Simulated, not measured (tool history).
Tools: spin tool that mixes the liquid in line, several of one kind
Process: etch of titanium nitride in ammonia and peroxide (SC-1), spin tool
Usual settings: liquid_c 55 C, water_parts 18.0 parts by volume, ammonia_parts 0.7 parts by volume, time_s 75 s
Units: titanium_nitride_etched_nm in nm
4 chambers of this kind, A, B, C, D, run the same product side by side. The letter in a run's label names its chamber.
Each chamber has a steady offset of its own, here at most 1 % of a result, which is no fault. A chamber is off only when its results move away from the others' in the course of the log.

run   hour  liquid_c  water_parts  ammonia_parts  time_s  hours since the thermometer was replaced  hours since the ammonia flow meter was replaced  hours since the heated supply line was repaired  hours since the drum of ammonia solution was connected  read-back film thickness of the titanium nitride reference wafer, read on the same gauge (nm)  titanium_nitride_etched_nm
       0.7  -- chamber B: new drum of ammonia solution connected
 1C    5.4        55         18.0            0.7      75                                     712.5                                            823.1                                           1689.4                                                   395.8                                                                                         80.012                      5.0283
 2A   14.4        55         18.0            0.7      75                                    1048.6                                            264.2                                           2295.6                                                   276.7                                                                                         80.023                      5.0198
 3D   18.8        55         18.0            0.7      75                                     333.3                                           1160.4                                            869.5                                                   188.7                                                                                         79.964                      5.0199
 4B   26.6        55         18.0            0.7      75                                     817.6                                            448.4                                           1612.2                                                    25.9                                                                                         80.028                      5.0098
 5B   36.4        55         18.0            0.7      75                                     827.4                                            458.2                                           1622.0                                                    35.7                                                                                         79.980                      5.1110
 6A   46.2        55         18.0            0.7      75                                    1080.4                                            296.0                                           2327.4                                                   308.5                                                                                         80.026                      5.0294
 7C   52.7        55         18.0            0.7      75                                     759.8                                            870.4                                           1736.7                                                   443.1                                                                                         79.972                      5.1130
 8D   61.7        55         18.0            0.7      75                                     376.2                                           1203.3                                            912.4                                                   231.6                                                                                         80.032                      5.0597
 9C   67.1        55         18.0            0.7      75                                     774.2                                            884.8                                           1751.1                                                   457.5                                                                                         79.949                      4.9571
10A   72.4        55         18.0            0.7      75                                    1106.6                                            322.2                                           2353.6                                                   334.7                                                                                         80.024                      4.9844
11B   82.1        55         18.0            0.7      75                                     873.1                                            503.9                                           1667.7                                                    81.4                                                                                         79.968                      5.0211
      83.1  -- chamber A: new drum of ammonia solution connected
12D   89.9        55         18.0            0.7      75                                     404.4                                           1231.5                                            940.6                                                   259.8                                                                                         79.971                      5.1126
13D   98.8        55         18.0            0.7      75                                     413.3                                           1240.4                                            949.5                                                   268.7                                                                                         79.987                      5.1369
14C  107.6        55         18.0            0.7      75                                     814.7                                            925.3                                           1791.6                                                   498.0                                                                                         79.948                      4.9982
15B  112.3        55         18.0            0.7      75                                     903.3                                            534.1                                           1697.9                                                   111.6                                                                                         80.010                      5.0467
16A  116.5        55         18.0            0.7      60                                    1150.7                                            366.3                                           2397.7                                                    33.5                                                                                         80.054                      4.0683
17B  126.0        55         18.0            0.7      60                                     917.0                                            547.8                                           1711.6                                                   125.3                                                                                         80.016                      4.0556
18A  133.2        55         18.0            0.7      60                                    1167.4                                            383.0                                           2414.4                                                    50.2                                                                                         79.978                      3.9950
19D  140.3        55         18.0            0.7      60                                     454.8                                           1281.9                                            991.0                                                   310.2                                                                                         80.007                      3.9937
20C  144.9        55         18.0            0.7      75                                     852.0                                            962.6                                           1828.9                                                   535.3                                                                                         79.949                      5.0230
21D  151.3        55         18.0            0.7      75                                     465.8                                           1292.9                                           1002.0                                                   321.2                                                                                         79.989                      5.1016
     153.1  -- chamber B: heated supply line repaired
22B  156.2        55         18.0            0.7      75                                     947.2                                            578.0                                              3.2                                                   155.5                                                                                         79.963                      5.0541
23C  161.0        55         18.0            0.7      75                                     868.1                                            978.7                                           1845.0                                                   551.4                                                                                         79.953                      4.9944
24A  167.5        55         18.0            0.4      75                                    1201.7                                            417.3                                           2448.7                                                    84.5                                                                                         80.013                      4.6127
25A  175.6        55         18.0            0.4      75                                    1209.8                                            425.4                                           2456.8                                                    92.6                                                                                         79.945                      4.5966
26D  182.3        55         18.0            0.4      75                                     496.8                                           1323.9                                           1033.0                                                   352.2                                                                                         80.007                      4.5811
27C  191.8        55         18.0            0.4      75                                     898.9                                           1009.5                                           1875.8                                                   582.2                                                                                         80.001                      4.6022
28B  198.8        55         18.0            0.7      75                                     989.8                                            620.6                                             45.8                                                   198.1                                                                                         80.006                      5.0194
29A  203.3        59         21.5            0.7      75                                    1237.5                                            453.1                                           2484.5                                                   120.3                                                                                         80.008                      6.0328
30D  210.8        59         21.5            0.7      75                                     525.3                                           1352.4                                           1061.5                                                   380.7                                                                                         80.024                      6.0415
31B  218.8        59         21.5            0.7      75                                    1009.8                                            640.6                                             65.8                                                   218.1                                                                                         80.008                      5.8895
32C  223.2        59         21.5            0.7      75                                     930.3                                           1040.9                                           1907.2                                                   613.6                                                                                         79.985                      6.0528
33C  228.4        55         18.0            0.7      75                                     935.5                                           1046.1                                           1912.4                                                   618.8                                                                                         80.013                      4.9814
34B  233.9        55         18.0            0.7      75                                    1024.9                                            655.7                                             80.9                                                   233.2                                                                                         80.017                      4.9682

What goes on in this fleet: one chamber off, a drifting gauge, or nothing beyond the chambers' own small offsets? Name the chamber and the cause, if any.

No chamber stands off beyond its own small offset, and the gauge holds steady.
